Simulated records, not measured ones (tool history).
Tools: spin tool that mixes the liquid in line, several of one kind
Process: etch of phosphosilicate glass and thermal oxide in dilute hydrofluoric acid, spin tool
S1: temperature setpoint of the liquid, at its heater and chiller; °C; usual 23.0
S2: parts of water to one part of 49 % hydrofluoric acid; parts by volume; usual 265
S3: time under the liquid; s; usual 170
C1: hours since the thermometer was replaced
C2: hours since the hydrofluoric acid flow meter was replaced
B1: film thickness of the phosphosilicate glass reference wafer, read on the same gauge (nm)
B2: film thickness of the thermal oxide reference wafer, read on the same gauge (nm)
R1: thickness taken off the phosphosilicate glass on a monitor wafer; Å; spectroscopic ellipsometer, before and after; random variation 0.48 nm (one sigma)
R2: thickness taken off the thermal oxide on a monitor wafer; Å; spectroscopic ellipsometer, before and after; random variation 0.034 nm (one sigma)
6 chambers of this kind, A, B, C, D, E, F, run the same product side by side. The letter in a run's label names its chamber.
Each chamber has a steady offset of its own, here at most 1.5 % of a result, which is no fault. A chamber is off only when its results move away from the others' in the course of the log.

{"run": "1C", "hour": 12.0, "S1": 23.0, "S2": 265, "S3": 170, "C1": 2092.5, "C2": 254.7, "B1": 30.007, "B2": 89.999, "R1": 545.15, "R2": 23.941}
{"run": "2A", "hour": 22.8, "S1": 23.0, "S2": 265, "S3": 170, "C1": 426.2, "C2": 146.4, "B1": 29.987, "B2": 90.021, "R1": 537.83, "R2": 24.671}
{"run": "3E", "hour": 34.8, "S1": 23.0, "S2": 265, "S3": 170, "C1": 1159.7, "C2": 692.6, "B1": 30.001, "B2": 90.0, "R1": 533.46, "R2": 24.271}
{"run": "4F", "hour": 50.0, "S1": 23.0, "S2": 265, "S3": 170, "C1": 844.3, "C2": 1760.1, "B1": 29.997, "B2": 89.999, "R1": 542.76, "R2": 24.738}
{"run": "5B", "hour": 62.1, "S1": 23.0, "S2": 265, "S3": 170, "C1": 878.7, "C2": 1068.0, "B1": 29.999, "B2": 90.019, "R1": 534.79, "R2": 24.553}
{"run": "6D", "hour": 73.0, "S1": 23.0, "S2": 265, "S3": 170, "C1": 1634.3, "C2": 1259.7, "B1": 29.987, "B2": 90.013, "R1": 538.6, "R2": 24.171}
{"hour": 77.0, "done": "chamber D: hydrofluoric acid flow meter replaced"}
{"run": "7D", "hour": 86.5, "S1": 23.0, "S2": 265, "S3": 170, "C1": 1647.8, "C2": 9.5, "B1": 29.994, "B2": 89.991, "R1": 537.57, "R2": 24.832}
{"run": "8E", "hour": 97.9, "S1": 23.0, "S2": 265, "S3": 170, "C1": 1222.8, "C2": 755.7, "B1": 29.979, "B2": 90.005, "R1": 528.15, "R2": 23.486}
{"run": "9B", "hour": 107.6, "S1": 23.0, "S2": 265, "S3": 170, "C1": 924.2, "C2": 1113.5, "B1": 30.001, "B2": 89.963, "R1": 531.74, "R2": 24.542}
{"run": "10F", "hour": 117.4, "S1": 23.0, "S2": 265, "S3": 170, "C1": 911.7, "C2": 1827.5, "B1": 29.996, "B2": 90.007, "R1": 526.33, "R2": 23.985}
{"run": "11A", "hour": 131.3, "S1": 23.0, "S2": 265, "S3": 170, "C1": 534.7, "C2": 254.9, "B1": 30.007, "B2": 90.022, "R1": 537.17, "R2": 23.978}
{"run": "12C", "hour": 138.7, "S1": 23.0, "S2": 265, "S3": 170, "C1": 2219.2, "C2": 381.4, "B1": 29.992, "B2": 90.025, "R1": 538.47, "R2": 24.206}
{"run": "13C", "hour": 151.1, "S1": 23.0, "S2": 265, "S3": 170, "C1": 2231.6, "C2": 393.8, "B1": 29.993, "B2": 90.003, "R1": 535.8, "R2": 24.171}
{"run": "14F", "hour": 159.6, "S1": 23.0, "S2": 265, "S3": 170, "C1": 953.9, "C2": 1869.7, "B1": 29.991, "B2": 89.988, "R1": 527.03, "R2": 23.873}
{"run": "15D", "hour": 169.6, "S1": 20.0, "S2": 265, "S3": 90, "C1": 1730.9, "C2": 92.6, "B1": 30.0, "B2": 90.008, "R1": 255.36, "R2": 11.29}
{"run": "16A", "hour": 185.0, "S1": 20.0, "S2": 265, "S3": 90, "C1": 588.4, "C2": 308.6, "B1": 29.985, "B2": 89.997, "R1": 253.54, "R2": 11.686}
{"run": "17E", "hour": 200.2, "S1": 20.0, "S2": 265, "S3": 90, "C1": 1325.1, "C2": 858.0, "B1": 29.972, "B2": 89.998, "R1": 257.79, "R2": 11.665}
{"run": "18B", "hour": 214.1, "S1": 20.0, "S2": 265, "S3": 90, "C1": 1030.7, "C2": 1220.0, "B1": 30.003, "B2": 89.98, "R1": 258.03, "R2": 11.725}
{"hour": 219.0, "done": "chamber E: thermometer replaced"}
{"run": "19B", "hour": 222.8, "S1": 20.0, "S2": 265, "S3": 90, "C1": 1039.4, "C2": 1228.7, "B1": 30.007, "B2": 90.019, "R1": 255.89, "R2": 11.721}
{"run": "20A", "hour": 230.4, "S1": 20.0, "S2": 265, "S3": 90, "C1": 633.8, "C2": 354.0, "B1": 30.019, "B2": 90.004, "R1": 253.75, "R2": 11.631}
{"run": "21D", "hour": 237.4, "S1": 23.0, "S2": 265, "S3": 90, "C1": 1798.7, "C2": 160.4, "B1": 29.994, "B2": 90.0, "R1": 283.34, "R2": 12.508}
{"run": "22F", "hour": 250.7, "S1": 23.0, "S2": 265, "S3": 90, "C1": 1045.0, "C2": 1960.8, "B1": 29.973, "B2": 89.991, "R1": 279.09, "R2": 12.532}
{"run": "23C", "hour": 259.0, "S1": 23.0, "S2": 265, "S3": 90, "C1": 2339.5, "C2": 501.7, "B1": 29.994, "B2": 89.996, "R1": 283.41, "R2": 12.761}
{"run": "24E", "hour": 269.4, "S1": 23.0, "S2": 265, "S3": 90, "C1": 50.5, "C2": 927.2, "B1": 29.989, "B2": 90.002, "R1": 285.63, "R2": 12.64}
{"run": "25C", "hour": 282.8, "S1": 23.0, "S2": 265, "S3": 90, "C1": 2363.3, "C2": 525.5, "B1": 30.003, "B2": 89.995, "R1": 282.56, "R2": 12.779}
{"hour": 287.1, "done": "chamber C: thermometer replaced"}
{"run": "26D", "hour": 291.8, "S1": 23.0, "S2": 265, "S3": 90, "C1": 1853.1, "C2": 214.8, "B1": 29.995, "B2": 90.012, "R1": 281.35, "R2": 12.74}
{"run": "27B", "hour": 300.5, "S1": 23.0, "S2": 265, "S3": 170, "C1": 1117.1, "C2": 1306.4, "B1": 30.007, "B2": 89.995, "R1": 543.67, "R2": 24.17}
{"run": "28A", "hour": 314.5, "S1": 23.0, "S2": 265, "S3": 170, "C1": 717.9, "C2": 438.1, "B1": 30.007, "B2": 90.021, "R1": 529.51, "R2": 24.479}
{"run": "29E", "hour": 323.9, "S1": 26.5, "S2": 160, "S3": 170, "C1": 105.0, "C2": 981.7, "B1": 30.0, "B2": 90.022, "R1": 1147.6, "R2": 51.005}
{"run": "30F", "hour": 335.1, "S1": 26.5, "S2": 160, "S3": 170, "C1": 1129.4, "C2": 2045.2, "B1": 29.988, "B2": 89.976, "R1": 1105.2, "R2": 49.169}
{"run": "31F", "hour": 350.7, "S1": 26.5, "S2": 160, "S3": 170, "C1": 1145.0, "C2": 2060.8, "B1": 30.013, "B2": 89.986, "R1": 1097.0, "R2": 49.227}
{"hour": 353.5, "done": "chamber C: hydrofluoric acid flow meter replaced"}
{"run": "32E", "hour": 358.3, "S1": 26.5, "S2": 160, "S3": 170, "C1": 139.4, "C2": 1016.1, "B1": 29.998, "B2": 90.007, "R1": 1133.3, "R2": 50.871}
{"run": "33A", "hour": 372.4, "S1": 26.5, "S2": 160, "S3": 170, "C1": 775.8, "C2": 496.0, "B1": 30.001, "B2": 89.98, "R1": 1132.2, "R2": 50.922}
{"run": "34B", "hour": 380.0, "S1": 26.5, "S2": 160, "S3": 170, "C1": 1196.6, "C2": 1385.9, "B1": 30.026, "B2": 89.969, "R1": 1164.9, "R2": 50.641}
{"run": "35C", "hour": 392.4, "S1": 23.0, "S2": 265, "S3": 170, "C1": 105.4, "C2": 38.9, "B1": 29.991, "B2": 89.967, "R1": 540.08, "R2": 24.203}
{"run": "36D", "hour": 407.1, "S1": 23.0, "S2": 265, "S3": 170, "C1": 1968.4, "C2": 330.1, "B1": 30.02, "B2": 89.997, "R1": 535.51, "R2": 24.384}
{"run": "37B", "hour": 416.1, "S1": 23.0, "S2": 265, "S3": 170, "C1": 1232.7, "C2": 1422.0, "B1": 29.988, "B2": 90.006, "R1": 533.33, "R2": 23.575}
{"run": "38D", "hour": 425.9, "S1": 23.0, "S2": 265, "S3": 170, "C1": 1987.2, "C2": 348.9, "B1": 29.987, "B2": 90.012, "R1": 535.6, "R2": 24.238}

All 6 chambers run these settings next. Forecast each chamber's results:
{"run": "39A", "hour": 437.3, "S1": 23.0, "S2": 145, "S3": 170, "R1": "?", "R2": "?"}
{"run": "39B", "hour": 437.3, "S1": 23.0, "S2": 145, "S3": 170, "R1": "?", "R2": "?"}
{"run": "39C", "hour": 437.3, "S1": 23.0, "S2": 145, "S3": 170, "R1": "?", "R2": "?"}
{"run": "39D", "hour": 437.3, "S1": 23.0, "S2": 145, "S3": 170, "R1": "?", "R2": "?"}
{"run": "39E", "hour": 437.3, "S1": 23.0, "S2": 145, "S3": 170, "R1": "?", "R2": "?"}
{"run": "39F", "hour": 437.3, "S1": 23.0, "S2": 145, "S3": 170, "R1": "?", "R2": "?"}

run=39A R1=1132.50 R2=51.708
run=39B R1=1118.10 R2=51.445
run=39C R1=1126.20 R2=52.126
run=39D R1=1087.00 R2=49.063
run=39E R1=1108.10 R2=50.444
run=39F R1=1065.00 R2=48.363

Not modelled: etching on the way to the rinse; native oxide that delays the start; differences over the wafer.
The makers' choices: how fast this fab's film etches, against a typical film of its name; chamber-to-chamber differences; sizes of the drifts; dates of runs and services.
